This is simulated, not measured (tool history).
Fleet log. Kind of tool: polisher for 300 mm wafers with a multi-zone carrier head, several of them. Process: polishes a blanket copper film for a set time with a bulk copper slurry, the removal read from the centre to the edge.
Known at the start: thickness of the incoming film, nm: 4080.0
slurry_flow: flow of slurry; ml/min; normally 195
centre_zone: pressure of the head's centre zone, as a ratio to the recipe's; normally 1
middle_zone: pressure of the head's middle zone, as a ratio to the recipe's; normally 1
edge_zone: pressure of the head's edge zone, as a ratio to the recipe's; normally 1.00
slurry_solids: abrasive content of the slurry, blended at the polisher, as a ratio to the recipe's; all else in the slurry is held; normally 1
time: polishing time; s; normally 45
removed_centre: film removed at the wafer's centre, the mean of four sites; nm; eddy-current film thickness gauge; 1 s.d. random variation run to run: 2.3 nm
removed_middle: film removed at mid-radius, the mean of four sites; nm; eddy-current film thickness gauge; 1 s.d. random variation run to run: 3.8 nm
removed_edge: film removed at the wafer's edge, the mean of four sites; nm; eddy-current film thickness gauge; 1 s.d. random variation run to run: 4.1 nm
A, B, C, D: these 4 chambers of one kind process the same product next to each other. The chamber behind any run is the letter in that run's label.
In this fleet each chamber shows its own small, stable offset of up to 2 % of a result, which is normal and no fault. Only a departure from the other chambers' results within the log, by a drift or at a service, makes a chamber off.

run   hour  slurry_flow  centre_zone  middle_zone  edge_zone  slurry_solids  time  wafers polished on this pad  hours since the slurry nozzle was cleaned  hours since the centre zone pressure was calibrated  hours since the edge zone pressure was calibrated  removed_centre  removed_middle  removed_edge
 1A    6.0          195            1            1       1.00              1    45                          516                                      140.4                                                253.3                                              677.6          324.85          312.08        322.39
 2D   10.4          195            1            1       1.00              1    45                          719                                      287.5                                                257.2                                              545.8          317.69          325.30        316.92
 3C   15.4          195            1            1       1.00              1    45                          175                                      160.4                                                618.5                                              238.7          319.09          307.99        324.14
      16.5  -- chamber B: worn pad replaced by a new one
 4B   20.0          195            1            1       1.00              1    45                           32                                      138.4                                                779.7                                               87.8          322.99          320.22        320.69
      21.4  -- chamber A: worn pad replaced by a new one
 5C   23.6          195            1            1       1.00              1    45                          251                                      168.6                                                626.7                                              246.9          317.59          317.33        323.35
 6A   28.9          195            1            1       1.00              1    45                           69                                      163.3                                                276.2                                              700.5          324.48          323.06        320.70
 7B   33.2          195            1            1       1.00              1    45                          153                                      151.6                                                792.9                                              101.0          323.83          326.70        314.03
 8D   36.9          195            1            1       1.00              1    45                          962                                      314.0                                                283.7                                              572.3          323.44          328.22        318.66
 9C   41.5          195            1            1       1.09              1    33                          415                                      186.5                                                644.6                                              264.8          234.36          231.82        241.40
      43.7  -- chamber D: worn pad replaced by a new one
10A   47.9          195            1            1       1.09              1    33                          243                                      182.3                                                295.2                                              719.5          234.94          239.90        245.86
11D   53.7          195            1            1       1.09              1    33                           91                                      330.8                                                300.5                                              589.1          236.94          235.50        250.34
12B   56.9          195            1            1       1.09              1    33                          371                                      175.3                                                816.6                                              124.7          236.47          231.08        244.18
      62.7  -- chamber C: worn pad replaced by a new one
13B   63.0          195            1            1       1.00              1    45                          427                                      181.4                                                822.7                                              130.8          327.98          322.30        316.96
14D   66.8          150            1            1       1.00              1    45                          212                                      343.9                                                313.6                                              602.2          304.36          308.35        311.68
15A   71.4          150            1            1       1.00              1    45                          459                                      205.8                                                318.7                                              743.0          310.17          311.94        306.74
16C   74.6          150            1            1       1.00              1    45                          109                                      219.6                                                677.7                                              297.9          305.36          300.26        306.22
17B   81.0          150            1            1       1.00              1    45                          592                                      199.4                                                840.7                                              148.8          308.26          313.65        311.50
18D   84.7          195            1            1       1.00              1    45                          376                                      361.8                                                331.5                                              620.1          319.58          311.95        326.40
19A   89.2          195            1            1       1.00              1    45                          623                                      223.6                                                336.5                                              760.8          321.31          315.69        315.47
20C   93.9          195            1            1       0.93              1    45                          287                                      238.9                                                697.0                                              317.2          325.39          311.29        312.35
21C   97.5          195            1            1       0.93              1    45                          320                                      242.5                                                700.6                                              320.8          314.95          317.14        303.15
22A  102.7          195            1            1       0.93              1    45                          747                                      237.1                                                350.0                                              774.3          318.51          319.38        309.72
23D  105.9          195            1            1       0.93              1    45                          571                                      383.0                                                352.7                                              641.3          321.06          324.76        314.00
24B  112.0          195            1            1       1.00              1    45                          877                                      230.4                                                871.7                                              179.8          325.51          323.64        320.88
     114.1  -- chamber A: worn pad replaced by a new one
25B  117.6          195            1            1       1.00              1    45                          928                                      236.0                                                877.3                                              185.4          319.85          318.84        322.62
26A  124.0          195            1            1       1.00              1    45                           91                                      258.4                                                371.3                                              795.6          325.70          324.85        322.28
     127.1  -- chamber C: worn pad replaced by a new one
27D  130.1          195            1            1       1.00              1    45                          793                                      407.2                                                376.9                                              665.5          321.32          315.01        333.85
     131.4  -- chamber B: worn pad replaced by a new one
28C  134.4          195            1            1       1.00              1    45                           67                                      279.4                                                737.5                                              357.7          323.37          315.53        324.89
29B  139.6          195            1            1       1.00              1    45                           75                                      258.0                                                899.3                                              207.4          322.93          314.09        321.83
30A  145.2          195            1            1       1.00              1    45                          285                                      279.6                                                392.5                                              816.8          326.30          323.20        330.15
31C  150.4          195            1            1       1.00              1    45                          214                                      295.4                                                753.5                                              373.7          323.89          314.25        325.55
32D  154.6          195            1            1       1.00              1    45                         1018                                      431.7                                                401.4                                              690.0          324.36          320.93        330.43
     155.8  -- chamber A: edge zone pressure recalibrated
33B  159.2          195            1            1       1.00              1    45                          255                                      277.6                                                918.9                                              227.0          321.93          324.59        325.25
34A  164.0          195            1            1       1.00              1    45                          458                                      298.4                                                411.3                                                8.3          323.36          317.93        327.04
35C  169.3          195            1            1       1.00              1    45                          388                                      314.3                                                772.4                                              392.6          323.28          314.50        320.55

Does one chamber stand apart from the rest, does the shared gauge drift, or is all well apart from small per-chamber offsets? Give the chamber and the most likely cause, where there is one.

All chambers stay in line apart from their small fixed offsets, and the gauge does not drift.

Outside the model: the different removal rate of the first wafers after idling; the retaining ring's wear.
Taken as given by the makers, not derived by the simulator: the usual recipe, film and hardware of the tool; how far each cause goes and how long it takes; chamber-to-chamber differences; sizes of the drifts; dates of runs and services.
